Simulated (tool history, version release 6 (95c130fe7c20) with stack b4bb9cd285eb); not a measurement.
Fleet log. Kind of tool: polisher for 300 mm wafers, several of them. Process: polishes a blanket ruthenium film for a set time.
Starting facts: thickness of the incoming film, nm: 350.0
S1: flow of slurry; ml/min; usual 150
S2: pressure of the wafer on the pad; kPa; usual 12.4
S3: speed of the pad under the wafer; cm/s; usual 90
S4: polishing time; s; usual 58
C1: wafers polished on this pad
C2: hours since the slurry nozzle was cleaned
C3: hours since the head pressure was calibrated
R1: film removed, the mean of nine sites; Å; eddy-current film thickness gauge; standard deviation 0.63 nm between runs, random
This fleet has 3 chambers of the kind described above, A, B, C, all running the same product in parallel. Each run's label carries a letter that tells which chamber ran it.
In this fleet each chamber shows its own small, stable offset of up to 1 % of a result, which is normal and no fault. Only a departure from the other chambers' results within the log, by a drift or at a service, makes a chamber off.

run   hour   S1    S2   S3  S4    C1     C2      C3      R1
 1B    6.9  150  12.4   90  58  1134  156.7  1106.1  518.62
 2A   12.9  150  12.4   90  58  1007  449.1   369.7  525.42
      17.6  -- chamber A: slurry nozzle cleaned
      17.8  -- chamber A: worn pad replaced by a new one
      21.0  -- chamber B: worn pad replaced by a new one
 3C   22.1  150  12.4   90  58   921   92.0  1350.1  530.78
      22.5  -- chamber C: worn pad replaced by a new one
 4A   30.2  150  12.4   90  58    95   12.7   387.0  527.16
 5B   40.8  150  12.4   90  58   152  190.6  1140.0  525.40
 6C   45.9  150  12.4   90  58   179  115.8  1373.9  511.63
 7C   52.2  150  12.4   90  58   228  122.1  1380.2  532.83
      58.0  -- chamber B: slurry nozzle cleaned
 8A   58.3  150  12.4   90  58   311   40.8   415.1  516.14
 9B   67.4  150  12.4   90  58   356    9.4  1166.6  527.70
10B   77.7  150  12.4   90  58   435   19.7  1176.9  532.75
11A   82.6  150  12.4   90  58   498   65.1   439.4  516.08
12C   87.9  150  12.4   90  58   502  157.8  1415.9  522.09
13C   94.4  150  12.4   90  69   552  164.3  1422.4  621.80
     102.2  -- chamber C: head pressure recalibrated
14B  102.2  150  12.4   90  69   624   44.2  1201.4  614.47
15A  109.2  150  12.4   90  69   702   91.7   466.0  611.72
16A  117.1  150  12.4   90  58   763   99.6   473.9  537.98
17C  127.4  150  12.4   90  58   805  197.3    25.2  470.60
18B  133.5  150  12.4   90  58   864   75.5  1232.7  517.78
     137.0  -- chamber C: worn pad replaced by a new one
19C  139.8  150  12.4  110  66    21  209.7    37.6  651.30
20B  145.7  150  12.4  110  66   958   87.7  1244.9  730.42
     150.2  -- chamber A: worn pad replaced by a new one
21A  155.0  150  12.4  110  66    37  137.5   511.8  742.30
22C  163.1  150  12.4   90  58   200  233.0    60.9  472.97
23A  170.2  150  12.4   90  58   154  152.7   527.0  538.15
24B  175.9  150  12.4   90  58  1189  117.9  1275.1  518.16
25C  185.3  150  12.4   90  58   371  255.2    83.1  474.62
     187.0  -- chamber B: worn pad replaced by a new one
26B  190.8  150  12.4   90  58    29  132.8  1290.0  520.71
27A  200.4  150  12.4   90  58   386  182.9   557.2  521.73
28C  207.1  150  12.4   90  58   538  277.0   104.9  462.66
29A  213.3  150  12.4   90  58   485  195.8   570.1  535.84

What goes on in this fleet: one chamber off, a drifting gauge, or nothing beyond the chambers' own small offsets? Name the chamber and the cause, if any.

A service on chamber C put it out of line with the rest.
Most likely cause: head's pressure below its setpoint, % = 10.

Which of the 4 candidates below, each the usual settings with something changed and its results left as question marks, puts chamber C back in line with what the other chambers give on the usual settings?
In-line tolerance around the mean of the other chambers on the usual settings: R1 22.00 Å
30C-1  221.0  150  11.0   90  58               ?
30C-2  221.0  155  12.4  106  58               ?
30C-3  221.0  150  12.4  100  58               ?
30C-4  221.0  150  11.7   84  55               ?

Mean of the other chambers on the usual settings: R1 523.63 Å
  run      R1
30C-1  419.01
30C-2  558.86
30C-3  524.30
30C-4  394.33
It is 30C-3 that realigns the chamber with its peers.

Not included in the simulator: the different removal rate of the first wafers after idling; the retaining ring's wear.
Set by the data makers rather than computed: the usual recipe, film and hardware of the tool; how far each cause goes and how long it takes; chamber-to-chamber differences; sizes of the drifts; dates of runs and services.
